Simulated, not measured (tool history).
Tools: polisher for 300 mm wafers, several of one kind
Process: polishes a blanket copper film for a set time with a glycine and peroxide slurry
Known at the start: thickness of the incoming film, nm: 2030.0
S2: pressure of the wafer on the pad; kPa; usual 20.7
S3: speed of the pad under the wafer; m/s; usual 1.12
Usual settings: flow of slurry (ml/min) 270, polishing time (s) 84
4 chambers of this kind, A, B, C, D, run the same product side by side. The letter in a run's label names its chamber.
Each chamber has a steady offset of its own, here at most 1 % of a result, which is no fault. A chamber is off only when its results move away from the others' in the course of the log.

At day 0.008: chamber B: worn pad replaced by a new one.
At day 0.092: chamber C: worn pad replaced by a new one.
Run 1A, day 0.167: usual settings. Result: film removed (nm) 601.08.
Run 2D, day 0.312: usual settings. Result: film removed (nm) 597.12.
Run 3C, day 0.446: usual settings. Result: film removed (nm) 590.66.
Run 4B, day 0.542: usual settings. Result: film removed (nm) 580.29.
Run 5C, day 0.633: usual settings. Result: film removed (nm) 605.02.
Run 6B, day 0.733: usual settings but S3 0.9 m/s. Result: film removed (nm) 501.39.
Run 7A, day 0.842: usual settings but S3 0.9 m/s. Result: film removed (nm) 496.23.
Run 8D, day 1.025: usual settings but S3 0.9 m/s. Result: film removed (nm) 490.23.
Run 9B, day 1.15: usual settings but S3 0.9 m/s. Result: film removed (nm) 487.33.
Run 10C, day 1.312: usual settings. Result: film removed (nm) 612.12.
Run 11A, day 1.458: usual settings. Result: film removed (nm) 593.07.
Run 12D, day 1.633: usual settings. Result: film removed (nm) 597.25.
Run 13D, day 1.75: usual settings. Result: film removed (nm) 600.1.
Run 14A, day 1.858: usual settings. Result: film removed (nm) 579.68.
Run 15C, day 2.025: usual settings. Result: film removed (nm) 594.05.
Run 16B, day 2.121: usual settings. Result: film removed (nm) 593.68.
At day 2.208: chamber A: worn pad replaced by a new one.
Run 17C, day 2.262: usual settings. Result: film removed (nm) 596.09.
Run 18A, day 2.358: usual settings. Result: film removed (nm) 591.92.
Run 19B, day 2.525: usual settings. Result: film removed (nm) 594.54.
Run 20D, day 2.679: usual settings but flow of slurry (ml/min) 350, S2 17.9 kPa. Result: film removed (nm) 515.5.
Run 21B, day 2.867: usual settings but flow of slurry (ml/min) 350, S2 17.9 kPa. Result: film removed (nm) 530.6.
Run 22A, day 2.971: usual settings but flow of slurry (ml/min) 350, S2 17.9 kPa. Result: film removed (nm) 533.62.
Run 23D, day 3.112: usual settings but flow of slurry (ml/min) 350, S2 17.9 kPa. Result: film removed (nm) 524.1.
Run 24C, day 3.258: usual settings. Result: film removed (nm) 587.7.
Run 25B, day 3.408: usual settings. Result: film removed (nm) 600.45.
Run 26A, day 3.558: usual settings. Result: film removed (nm) 581.94.
Run 27C, day 3.7: usual settings. Result: film removed (nm) 593.7.
Run 28D, day 3.833: usual settings. Result: film removed (nm) 549.07.
Run 29D, day 4.004: usual settings. Result: film removed (nm) 560.05.
Run 30C, day 4.2: usual settings but S2 18.6 kPa, S3 1.5 m/s. Result: film removed (nm) 697.97.
Run 31B, day 4.283: usual settings but S2 18.6 kPa, S3 1.5 m/s. Result: film removed (nm) 688.46.
Run 32A, day 4.467: usual settings but S2 18.6 kPa, S3 1.5 m/s. Result: film removed (nm) 693.43.
At day 4.554: chamber B: worn pad replaced by a new one.
Run 33C, day 4.658: usual settings but S2 18.6 kPa, S3 1.5 m/s. Result: film removed (nm) 700.71.
Run 34B, day 4.783: usual settings but flow of slurry (ml/min) 240, S3 1.3 m/s. Result: film removed (nm) 663.87.
Run 35D, day 4.958: usual settings but flow of slurry (ml/min) 240, S3 1.3 m/s. Result: film removed (nm) 608.07.

Is one chamber off against the others, does the gauge drift, or is nothing wrong? If a chamber is off, say which, and what the likeliest cause is.

Chamber D drifts away from the others.
Cause: removal rate lost through wear of the pad, % = 9.15.
The log may not tell that from: head's pressure below its setpoint, %.

Here are 4 candidates for chamber D's next run, each the usual settings with a change, their results left as question marks. Which one brings its results back in line with what the others give on the usual settings?
In line means no further than this from the other chambers' mean on the usual settings: film removed (nm) 23
Run 36D-1, day 5.1: usual settings but polishing time (s) 82. Result: film removed (nm) ?.
Run 36D-2, day 5.1: usual settings but flow of slurry (ml/min) 265, S3 1 m/s. Result: film removed (nm) ?.
Run 36D-3, day 5.1: usual settings but S2 21.4 kPa, S3 1.16 m/s, polishing time (s) 87. Result: film removed (nm) ?.
Run 36D-4, day 5.1: usual settings but polishing time (s) 85. Result: film removed (nm) ?.

The other chambers' mean on the usual settings: film removed (nm) 593.69
  run  film removed (nm)
36D-1             525.62
36D-2             488.57
36D-3             591.14
36D-4             544.85
36D-3 brings the chamber back in line.
